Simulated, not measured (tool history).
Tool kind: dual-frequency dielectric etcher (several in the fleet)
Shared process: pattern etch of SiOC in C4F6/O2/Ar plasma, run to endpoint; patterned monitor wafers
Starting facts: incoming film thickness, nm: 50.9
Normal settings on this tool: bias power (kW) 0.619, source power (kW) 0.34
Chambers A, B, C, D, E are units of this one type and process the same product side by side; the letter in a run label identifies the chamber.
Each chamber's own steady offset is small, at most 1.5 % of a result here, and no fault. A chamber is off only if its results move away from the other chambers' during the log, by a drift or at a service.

run   hour  bias power (kW)  source power (kW)  endpoint time (s)
 1B    6.4            0.619               0.34             16.543
 2C   13.4            0.619               0.34             16.452
      21.2  -- chamber C: wet clean of the chamber
 3E   21.6            0.619               0.34             16.987
 4D   29.4            0.619               0.34             16.646
 5A   38.2            0.563               0.34             17.735
 6A   43.8            0.563               0.34             17.526
 7B   53.8            0.563               0.34             17.202
 8E   58.5            0.563               0.34             17.408
 9C   65.8            0.563               0.34             17.281
10D   70.7            0.619               0.28             18.082
11C     76            0.619               0.28             17.796
12E   82.8            0.619               0.28             18.255
13B   90.2            0.619               0.28             17.886
14A   99.7            0.619               0.28             18.354
15D  108.3            0.551               0.39             16.929
16C  113.5            0.551               0.39             16.721
17E  120.7            0.551               0.39             17.045
18B  126.3            0.551               0.39             16.425
     131.2  -- chamber D: wet clean of the chamber
19A  132.1            0.551               0.39             16.921
20D  141.1            0.619               0.34             16.575
21C  146.2            0.619               0.34             16.745
22A  153.8            0.619               0.34             16.916
23E  160.7            0.619               0.34             17.072
24D  168.1            0.619               0.34              16.85
25B  177.3            0.768                0.3               16.1
26C  183.4            0.768                0.3             15.983
27B  189.6            0.768                0.3             16.223
28D  197.4            0.768                0.3             16.345
     200.2  -- chamber B: wet clean of the chamber
29A  203.2            0.768                0.3             16.175
30E    212            0.619               0.34             16.912
31C  216.5            0.619               0.34             16.568
32E  223.6            0.619               0.34             16.988
     224.8  -- chamber E: wet clean of the chamber
33A  228.6            0.619               0.34             16.864
34B    236            0.619               0.34             16.682
35D  245.7            0.487               0.39             17.406
36C  255.1            0.487               0.39             17.276
37B  264.9            0.487               0.39             17.311
38D  273.6            0.487               0.39             17.573
39A    281            0.487               0.39             17.523
40E  286.4            0.619               0.34             17.029
41D    294            0.619               0.34             16.797

Does one chamber stand apart from the rest, does the shared gauge drift, or is all well apart from small per-chamber offsets? Give the chamber and the most likely cause, where there is one.

No chamber is off and the gauge is stable; the differences are just each chamber's small, constant offset.
